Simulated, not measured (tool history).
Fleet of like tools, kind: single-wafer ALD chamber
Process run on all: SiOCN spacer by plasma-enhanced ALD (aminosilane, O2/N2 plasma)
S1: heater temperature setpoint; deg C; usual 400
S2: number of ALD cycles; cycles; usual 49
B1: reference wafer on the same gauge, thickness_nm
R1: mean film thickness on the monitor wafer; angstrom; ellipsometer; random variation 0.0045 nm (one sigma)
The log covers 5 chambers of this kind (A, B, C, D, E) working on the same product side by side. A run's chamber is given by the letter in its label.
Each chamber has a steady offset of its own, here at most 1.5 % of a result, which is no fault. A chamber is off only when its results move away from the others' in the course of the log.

run 1C hour=7.5 | S1=400 S2=49 | B1=2.5911 | R1=29.508
run 2B hour=14.8 | S1=400 S2=49 | B1=2.5912 | R1=29.615
run 3E hour=22.4 | S1=400 S2=49 | B1=2.5912 | R1=29.075
run 4D hour=29.7 | S1=400 S2=49 | B1=2.5927 | R1=29.585
run 5A hour=33.6 | S1=400 S2=49 | B1=2.5928 | R1=29.52
run 6D hour=37.8 | S1=413 S2=45 | B1=2.593 | R1=26.022
run 7A hour=42.7 | S1=413 S2=45 | B1=2.5923 | R1=26.085
run 8E hour=49.7 | S1=413 S2=45 | B1=2.5943 | R1=25.688
run 9C hour=55.4 | S1=413 S2=45 | B1=2.5941 | R1=26.057
run 10B hour=59.4 | S1=413 S2=45 | B1=2.5943 | R1=26.147
run 11A hour=63.1 | S1=410 S2=49 | B1=2.5943 | R1=28.665
run 12E hour=67.6 | S1=410 S2=49 | B1=2.5943 | R1=28.366
run 13B hour=71.2 | S1=410 S2=49 | B1=2.5947 | R1=28.752
run 14D hour=75.9 | S1=410 S2=49 | B1=2.5956 | R1=28.677
run 15C hour=83 | S1=410 S2=49 | B1=2.5958 | R1=28.593
run 16D hour=87.5 | S1=400 S2=49 | B1=2.5956 | R1=29.584
run 17C hour=92 | S1=400 S2=49 | B1=2.596 | R1=29.583
run 18A hour=97 | S1=400 S2=49 | B1=2.5968 | R1=29.501
run 19B hour=102.1 | S1=400 S2=49 | B1=2.5972 | R1=29.679
run 20E hour=108.4 | S1=400 S2=49 | B1=2.5971 | R1=29.167
run 21D hour=115.6 | S1=400 S2=49 | B1=2.5972 | R1=29.611
run 22A hour=120.5 | S1=400 S2=49 | B1=2.5984 | R1=29.604
run 23C hour=124.8 | S1=400 S2=49 | B1=2.5977 | R1=29.601
run 24E hour=130.5 | S1=400 S2=49 | B1=2.5982 | R1=29.22
run 25B hour=136.6 | S1=400 S2=49 | B1=2.5997 | R1=29.717
run 26E hour=143.5 | S1=400 S2=49 | B1=2.6001 | R1=29.263
run 27A hour=148.4 | S1=400 S2=49 | B1=2.6009 | R1=29.587
run 28B hour=155.8 | S1=400 S2=49 | B1=2.6005 | R1=29.696
run 29C hour=160.7 | S1=400 S2=49 | B1=2.6007 | R1=29.585
run 30D hour=165.8 | S1=400 S2=49 | B1=2.6017 | R1=29.539
run 31C hour=170.2 | S1=409 S2=49 | B1=2.6018 | R1=28.795
run 32B hour=174.5 | S1=409 S2=49 | B1=2.6024 | R1=28.961
run 33A hour=182.3 | S1=409 S2=49 | B1=2.6028 | R1=28.866
run 34E hour=186.9 | S1=409 S2=49 | B1=2.6037 | R1=28.479
run 35D hour=191.3 | S1=409 S2=49 | B1=2.6029 | R1=28.893
run 36A hour=196.8 | S1=392 S2=55 | B1=2.6029 | R1=33.225
run 37B hour=203.5 | S1=392 S2=55 | B1=2.6035 | R1=33.398
run 38E hour=207.6 | S1=392 S2=55 | B1=2.604 | R1=32.97
run 39D hour=212.3 | S1=392 S2=55 | B1=2.6042 | R1=33.287
run 40C hour=217 | S1=392 S2=55 | B1=2.6047 | R1=33.229
run 41C hour=224.4 | S1=400 S2=49 | B1=2.6055 | R1=29.75
run 42E hour=228.9 | S1=400 S2=53 | B1=2.6068 | R1=31.779

Which is it: a chamber that has drifted or been left off by a service, a gauge drift common to all chambers, or only each chamber's usual small offset? If a chamber is off, name it and its likeliest cause.

Every chamber seems to shift together because the gauge that measures them all drifts; the chambers themselves are fine.
Most likely cause: gauge reads high (%) = 0.623.
